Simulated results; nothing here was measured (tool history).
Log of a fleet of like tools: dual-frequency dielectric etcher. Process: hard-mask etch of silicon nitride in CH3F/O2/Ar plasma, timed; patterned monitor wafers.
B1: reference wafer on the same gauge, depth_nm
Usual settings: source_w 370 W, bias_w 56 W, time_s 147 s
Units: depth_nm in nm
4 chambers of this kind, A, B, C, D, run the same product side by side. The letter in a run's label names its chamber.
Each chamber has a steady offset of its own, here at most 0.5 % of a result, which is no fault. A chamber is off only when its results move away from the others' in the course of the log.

run 1B day=0.242 | source_w=370 bias_w=56 time_s=147 | B1=86.463 | depth_nm=91.722
run 2A day=0.500 | source_w=370 bias_w=56 time_s=147 | B1=86.451 | depth_nm=91.231
run 3D day=0.654 | source_w=370 bias_w=56 time_s=147 | B1=86.497 | depth_nm=91.537
run 4C day=0.983 | source_w=370 bias_w=56 time_s=147 | B1=86.584 | depth_nm=91.952
run 5A day=1.288 | source_w=370 bias_w=56 time_s=147 | B1=86.463 | depth_nm=92.134
run 6B day=1.575 | source_w=370 bias_w=56 time_s=147 | B1=86.442 | depth_nm=92.332
run 7C day=1.867 | source_w=370 bias_w=56 time_s=147 | B1=86.464 | depth_nm=91.926
run 8D day=2.200 | source_w=310 bias_w=56 time_s=147 | B1=86.640 | depth_nm=86.376
run 9B day=2.488 | source_w=310 bias_w=56 time_s=147 | B1=86.440 | depth_nm=86.310
-- day=2.554 chamber B: wet clean of the chamber
run 10C day=2.688 | source_w=310 bias_w=56 time_s=147 | B1=86.456 | depth_nm=84.876
run 11D day=2.933 | source_w=310 bias_w=56 time_s=147 | B1=86.402 | depth_nm=85.811
run 12A day=3.112 | source_w=370 bias_w=56 time_s=147 | B1=86.428 | depth_nm=91.570
-- day=3.217 chamber D: wet clean of the chamber
run 13A day=3.308 | source_w=370 bias_w=56 time_s=147 | B1=86.566 | depth_nm=92.338
run 14C day=3.650 | source_w=370 bias_w=56 time_s=147 | B1=86.493 | depth_nm=91.573
run 15D day=3.808 | source_w=370 bias_w=56 time_s=172 | B1=86.570 | depth_nm=107.750
run 16B day=4.162 | source_w=370 bias_w=56 time_s=172 | B1=86.557 | depth_nm=107.700
run 17B day=4.442 | source_w=370 bias_w=56 time_s=172 | B1=86.515 | depth_nm=107.720
run 18A day=4.667 | source_w=370 bias_w=56 time_s=172 | B1=86.510 | depth_nm=107.790
run 19C day=4.879 | source_w=370 bias_w=56 time_s=147 | B1=86.567 | depth_nm=91.724
run 20D day=5.071 | source_w=370 bias_w=56 time_s=147 | B1=86.458 | depth_nm=91.813
run 21C day=5.367 | source_w=370 bias_w=60 time_s=147 | B1=86.507 | depth_nm=93.788
run 22B day=5.646 | source_w=370 bias_w=60 time_s=147 | B1=86.518 | depth_nm=94.093
run 23A day=5.875 | source_w=370 bias_w=60 time_s=147 | B1=86.611 | depth_nm=95.533
run 24D day=6.062 | source_w=370 bias_w=60 time_s=147 | B1=86.516 | depth_nm=94.203
run 25D day=6.283 | source_w=370 bias_w=56 time_s=147 | B1=86.413 | depth_nm=91.092
run 26A day=6.638 | source_w=370 bias_w=56 time_s=147 | B1=86.458 | depth_nm=92.949
run 27B day=6.896 | source_w=370 bias_w=56 time_s=147 | B1=86.466 | depth_nm=92.017
run 28C day=7.112 | source_w=370 bias_w=56 time_s=147 | B1=86.417 | depth_nm=91.855
run 29C day=7.354 | source_w=370 bias_w=56 time_s=147 | B1=86.499 | depth_nm=91.999
run 30B day=7.608 | source_w=370 bias_w=56 time_s=147 | B1=86.471 | depth_nm=92.709
run 31D day=7.783 | source_w=370 bias_w=56 time_s=147 | B1=86.350 | depth_nm=91.260
run 32A day=8.054 | source_w=370 bias_w=49 time_s=147 | B1=86.610 | depth_nm=89.286
run 33D day=8.296 | source_w=370 bias_w=49 time_s=147 | B1=86.427 | depth_nm=88.101
run 34A day=8.588 | source_w=370 bias_w=49 time_s=147 | B1=86.491 | depth_nm=90.265
run 35B day=8.800 | source_w=370 bias_w=49 time_s=147 | B1=86.578 | depth_nm=88.676
run 36C day=8.988 | source_w=370 bias_w=56 time_s=147 | B1=86.520 | depth_nm=91.431
run 37A day=9.342 | source_w=370 bias_w=56 time_s=147 | B1=86.466 | depth_nm=93.237
run 38D day=9.500 | source_w=370 bias_w=56 time_s=147 | B1=86.453 | depth_nm=90.733
run 39C day=9.817 | source_w=370 bias_w=56 time_s=147 | B1=86.358 | depth_nm=91.717
run 40B day=10.054 | source_w=370 bias_w=56 time_s=147 | B1=86.460 | depth_nm=91.646
run 41A day=10.371 | source_w=370 bias_w=56 time_s=147 | B1=86.478 | depth_nm=94.405
run 42D day=10.617 | source_w=410 bias_w=56 time_s=147 | B1=86.557 | depth_nm=94.839
run 43B day=10.917 | source_w=410 bias_w=56 time_s=147 | B1=86.533 | depth_nm=95.334

Is one chamber off against the others, does the gauge drift, or is nothing wrong? If a chamber is off, say which, and what the likeliest cause is.

Chamber A drifts away from the others.
Cause: etch rate over this chamber's usual, % = 2.86.

Here are 4 candidates for chamber A's next run, each the usual settings with a change, their results left as question marks. Which one brings its results back in line with what the others give on the usual settings?
In line means no further than this from the other chambers' mean on the usual settings: depth_nm 1.700 nm
run 44A-1 day=11.171 | source_w=350 bias_w=54 time_s=147 | depth_nm=?
run 44A-2 day=11.171 | source_w=370 bias_w=56 time_s=151 | depth_nm=?
run 44A-3 day=11.171 | source_w=370 bias_w=55 time_s=139 | depth_nm=?
run 44A-4 day=11.171 | source_w=370 bias_w=57 time_s=155 | depth_nm=?

The other chambers' mean on the usual settings: depth_nm 91.797 nm
run=44A-1 depth_nm=91.273
run=44A-2 depth_nm=96.881
run=44A-3 depth_nm=88.668
run=44A-4 depth_nm=100.020
44A-1 brings the chamber back in line.

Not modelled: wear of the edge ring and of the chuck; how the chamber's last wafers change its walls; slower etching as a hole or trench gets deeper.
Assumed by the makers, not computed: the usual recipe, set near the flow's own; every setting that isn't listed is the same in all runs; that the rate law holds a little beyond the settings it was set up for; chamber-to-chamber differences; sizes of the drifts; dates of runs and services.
